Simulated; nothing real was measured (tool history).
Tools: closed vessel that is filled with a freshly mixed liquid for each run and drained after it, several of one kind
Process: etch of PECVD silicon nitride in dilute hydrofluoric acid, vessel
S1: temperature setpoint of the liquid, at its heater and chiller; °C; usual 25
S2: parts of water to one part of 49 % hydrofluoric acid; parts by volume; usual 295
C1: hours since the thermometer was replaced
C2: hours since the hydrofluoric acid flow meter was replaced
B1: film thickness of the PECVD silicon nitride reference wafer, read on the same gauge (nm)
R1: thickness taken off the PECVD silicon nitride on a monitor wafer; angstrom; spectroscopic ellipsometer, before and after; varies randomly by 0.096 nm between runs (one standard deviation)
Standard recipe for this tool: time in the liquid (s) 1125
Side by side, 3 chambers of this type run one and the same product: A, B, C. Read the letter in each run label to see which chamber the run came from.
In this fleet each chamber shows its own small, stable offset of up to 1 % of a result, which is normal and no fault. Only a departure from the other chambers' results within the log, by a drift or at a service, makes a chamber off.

run 1C hour=5.6 | S1=25 S2=295 time_in_the_liquid_(s)=1125 | C1=1449.3 C2=1526.3 | B1=50.021 | R1=101.88
-- hour=9.5 chamber C: thermometer replaced
run 2A hour=11.9 | S1=25 S2=295 time_in_the_liquid_(s)=1125 | C1=728.3 C2=616.9 | B1=50.034 | R1=99.31
run 3B hour=20.5 | S1=25 S2=295 time_in_the_liquid_(s)=1125 | C1=687.4 C2=671.9 | B1=49.981 | R1=101.1
run 4B hour=29.8 | S1=25 S2=295 time_in_the_liquid_(s)=1125 | C1=696.7 C2=681.2 | B1=49.971 | R1=100.85
run 5C hour=34.8 | S1=25 S2=295 time_in_the_liquid_(s)=1125 | C1=25.4 C2=1555.5 | B1=49.997 | R1=99.151
run 6A hour=43.5 | S1=25 S2=295 time_in_the_liquid_(s)=1125 | C1=759.9 C2=648.5 | B1=50.014 | R1=99.254
run 7C hour=51.5 | S1=25 S2=295 time_in_the_liquid_(s)=1125 | C1=42.1 C2=1572.2 | B1=50.014 | R1=100.77
run 8B hour=55.8 | S1=27 S2=195 time_in_the_liquid_(s)=1125 | C1=722.7 C2=707.2 | B1=49.984 | R1=176.6
run 9A hour=65.5 | S1=27 S2=195 time_in_the_liquid_(s)=1125 | C1=781.9 C2=670.5 | B1=50.009 | R1=170.3
run 10B hour=72.7 | S1=27 S2=195 time_in_the_liquid_(s)=1125 | C1=739.6 C2=724.1 | B1=50.036 | R1=174.8
run 11A hour=80.9 | S1=23.5 S2=295 time_in_the_liquid_(s)=1640 | C1=797.3 C2=685.9 | B1=50.026 | R1=132.5
run 12C hour=86.9 | S1=23.5 S2=295 time_in_the_liquid_(s)=1640 | C1=77.5 C2=1607.6 | B1=50.03 | R1=136.15
run 13B hour=95.4 | S1=23.5 S2=295 time_in_the_liquid_(s)=1640 | C1=762.3 C2=746.8 | B1=50.002 | R1=134.21
run 14A hour=103.5 | S1=25 S2=295 time_in_the_liquid_(s)=1125 | C1=819.9 C2=708.5 | B1=49.982 | R1=98.8
run 15C hour=111.9 | S1=25 S2=295 time_in_the_liquid_(s)=1125 | C1=102.5 C2=1632.6 | B1=50.005 | R1=101.23
run 16B hour=116.6 | S1=25 S2=295 time_in_the_liquid_(s)=1125 | C1=783.5 C2=768 | B1=50.04 | R1=102.38
run 17C hour=125.2 | S1=28.5 S2=295 time_in_the_liquid_(s)=1575 | C1=115.8 C2=1645.9 | B1=50.003 | R1=174.48
-- hour=133.9 chamber C: hydrofluoric acid flow meter replaced
run 18A hour=134.1 | S1=28.5 S2=295 time_in_the_liquid_(s)=1575 | C1=850.5 C2=739.1 | B1=50.034 | R1=171.69
run 19B hour=141.7 | S1=28.5 S2=295 time_in_the_liquid_(s)=1575 | C1=808.6 C2=793.1 | B1=50.01 | R1=175.47
run 20A hour=150.4 | S1=25 S2=295 time_in_the_liquid_(s)=1125 | C1=866.8 C2=755.4 | B1=49.971 | R1=100.58
run 21C hour=157.1 | S1=25 S2=295 time_in_the_liquid_(s)=1125 | C1=147.7 C2=23.2 | B1=49.999 | R1=99.887
run 22A hour=165.1 | S1=25 S2=295 time_in_the_liquid_(s)=1125 | C1=881.5 C2=770.1 | B1=50.009 | R1=97.912
run 23C hour=169.7 | S1=25 S2=295 time_in_the_liquid_(s)=1125 | C1=160.3 C2=35.8 | B1=49.995 | R1=99.238
run 24B hour=176.2 | S1=25 S2=295 time_in_the_liquid_(s)=1125 | C1=843.1 C2=827.6 | B1=49.983 | R1=103.85
run 25B hour=183.9 | S1=25 S2=295 time_in_the_liquid_(s)=1125 | C1=850.8 C2=835.3 | B1=49.99 | R1=102.65
run 26C hour=193.2 | S1=25 S2=295 time_in_the_liquid_(s)=1125 | C1=183.8 C2=59.3 | B1=49.956 | R1=99.501
run 27A hour=202.2 | S1=25 S2=295 time_in_the_liquid_(s)=840 | C1=918.6 C2=807.2 | B1=49.971 | R1=74.329
run 28A hour=209.6 | S1=25 S2=295 time_in_the_liquid_(s)=840 | C1=926 C2=814.6 | B1=50.03 | R1=73.753
run 29C hour=217.7 | S1=25 S2=295 time_in_the_liquid_(s)=840 | C1=208.3 C2=83.8 | B1=50.013 | R1=74.29
run 30B hour=226.3 | S1=25 S2=295 time_in_the_liquid_(s)=1125 | C1=893.2 C2=877.7 | B1=50.024 | R1=105.33
run 31A hour=233.4 | S1=25 S2=295 time_in_the_liquid_(s)=1125 | C1=949.8 C2=838.4 | B1=49.939 | R1=99.818
run 32B hour=242.8 | S1=25 S2=295 time_in_the_liquid_(s)=1125 | C1=909.7 C2=894.2 | B1=49.993 | R1=104.23
run 33C hour=248.8 | S1=20.5 S2=295 time_in_the_liquid_(s)=1125 | C1=239.4 C2=114.9 | B1=49.978 | R1=75.223
run 34C hour=255.6 | S1=20.5 S2=295 time_in_the_liquid_(s)=1125 | C1=246.2 C2=121.7 | B1=50.01 | R1=76.068
run 35A hour=264 | S1=20.5 S2=295 time_in_the_liquid_(s)=1125 | C1=980.4 C2=869 | B1=50.012 | R1=76.028

Does one chamber stand apart from the rest, does the shared gauge drift, or is all well apart from small per-chamber offsets? Give the chamber and the most likely cause, where there is one.

One chamber, B, drifts off from the rest bit by bit.
Most likely cause: hydrofluoric acid flow above the setpoint (%) = 5.25.
The log might look much the same if the cause were instead: liquid hotter than its thermometer reads (K).

Below are 4 candidate recipes for chamber B's next run, each the usual settings with a change, their results shown as question marks. Which of them brings B's results back in line with what the other chambers give on the usual settings?
Allowed miss from the other chambers' usual-settings mean, per result, to count as in line: R1 3.4 angstrom
run 36B-1 hour=271.1 | S1=25 S2=310 time_in_the_liquid_(s)=1045 | R1=?
run 36B-2 hour=271.1 | S1=25 S2=295 time_in_the_liquid_(s)=1070 | R1=?
run 36B-3 hour=271.1 | S1=25.5 S2=270 time_in_the_liquid_(s)=1125 | R1=?
run 36B-4 hour=271.1 | S1=25 S2=275 time_in_the_liquid_(s)=1125 | R1=?

On the usual settings, the other chambers give on average: R1 99.893 angstrom
run=36B-1 R1=93.441
run=36B-2 R1=100.6
run=36B-3 R1=119.28
run=36B-4 R1=113.56
36B-2 brings the chamber back in line.

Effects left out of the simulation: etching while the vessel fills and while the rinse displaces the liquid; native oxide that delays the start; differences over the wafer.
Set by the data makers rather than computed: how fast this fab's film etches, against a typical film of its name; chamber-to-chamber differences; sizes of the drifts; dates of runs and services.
